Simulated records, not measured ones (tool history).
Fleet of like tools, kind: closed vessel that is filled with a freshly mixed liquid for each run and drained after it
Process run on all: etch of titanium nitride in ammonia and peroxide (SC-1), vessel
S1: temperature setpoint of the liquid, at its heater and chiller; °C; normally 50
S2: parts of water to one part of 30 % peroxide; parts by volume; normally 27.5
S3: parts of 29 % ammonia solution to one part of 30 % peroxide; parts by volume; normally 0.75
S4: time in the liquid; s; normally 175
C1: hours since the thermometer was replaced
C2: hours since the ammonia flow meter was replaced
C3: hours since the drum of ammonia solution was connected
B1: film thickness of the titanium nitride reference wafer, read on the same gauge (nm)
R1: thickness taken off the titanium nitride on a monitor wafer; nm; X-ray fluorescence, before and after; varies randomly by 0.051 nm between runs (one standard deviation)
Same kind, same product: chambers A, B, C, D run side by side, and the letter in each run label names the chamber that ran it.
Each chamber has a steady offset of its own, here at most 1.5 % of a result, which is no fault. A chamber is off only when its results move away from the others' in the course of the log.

run   hour    S1    S2    S3   S4      C1      C2     C3      B1      R1
 1C   14.5    50  27.5  0.75  175   486.8   613.1  451.1  59.995  6.0474
 2D   27.4    50  27.5  0.75  175    2400  1008.8  187.3  60.014  6.1806
 3B   40.7    50  27.5  0.75  175  1338.9   203.4  204.8   60.01  6.1146
 4A   55.8    50  27.5  0.75  175   394.4   164.1    822   59.99  6.0196
 5B   67.3    50  27.5  0.75  175  1365.5     230  231.4  60.006  6.0444
 6A   76.5    50  27.5  0.75  175   415.1   184.8  842.7  60.009  6.1087
 7C   90.4    50  27.5  0.75  175   562.7     689    527  59.992   6.133
      94.3  -- chamber C: new drum of ammonia solution connected
      97.8  -- chamber A: new drum of ammonia solution connected
 8D  103.3    50  27.5  0.75  175  2475.9  1084.7  263.2   60.01  6.0796
 9D  112.6    50  27.5  0.75  175  2485.2    1094  272.5  59.967  6.0887
10B  119.1    50  27.5  0.75  175  1417.3   281.8  283.2  59.979  6.0732
     122.3  -- chamber B: new drum of ammonia solution connected
11C  128.2    50  27.5  0.75  175   600.5   726.8     34  59.975  6.1128
12A    142  53.5  27.5   0.5  175   480.6   250.3   44.3  60.016  7.3521
13B    155  53.5  27.5   0.5  175  1453.2   317.7   32.7  60.001  7.2445
14D  165.9  53.5  27.5   0.5  175  2538.5  1147.3  325.8  60.005  7.2001
15C  176.4  53.5  27.5   0.5  175   648.7     775   82.2  60.014  7.2715
16A  187.8    50  27.5  0.75  175   526.4   296.1   90.1  60.005  6.3306
17B  196.3    50  27.5  0.75  175  1494.5     359     74  60.009  6.1644
18C  207.3    50  27.5  0.75  175   679.6   805.9  113.1  59.986  6.2626
     215.8  -- chamber D: ammonia flow meter replaced
19A  217.3    50  27.5  0.75  175   555.9   325.6  119.6  60.034  6.3369
20D  226.8    50  27.5  0.75  175  2599.4      11  386.7  59.999  6.0966
21B  240.8    50  27.5  0.75  175    1539   403.5  118.5  59.973  6.0642
22A  248.6    50  27.5  0.75  175   587.2   356.9  150.9  60.016  6.4419
23C  261.8    50  27.5  0.75  175   734.1   860.4  167.6  60.028  6.0427
24D  276.9    50  27.5  0.75  175  2649.5    61.1  436.8   60.02  6.1186
25C  286.8    50  27.5  0.75  175   759.1   885.4  192.6  59.989  6.1494
26B  299.5    50  27.5  0.75  175  1597.7   462.2  177.2  59.994  6.0577
27A  308.9    50  27.5  0.75  175   647.5   417.2  211.2  59.981  6.4477
28D  322.4    50  27.5  0.75  175    2695   106.6  482.3  60.007  6.0388
29A  335.9    50  27.5  0.75  175   674.5   444.2  238.2  60.005  6.5233

For the next run the whole fleet of 4 chambers uses the same settings. Give each chamber's results:
30A  346.8  50  21.5  0.75  175                   ?
30B  346.8  50  21.5  0.75  175                   ?
30C  346.8  50  21.5  0.75  175                   ?
30D  346.8  50  21.5  0.75  175                   ?

run      R1
30A  7.4581
30B  6.9112
30C  7.0373
30D  7.0017
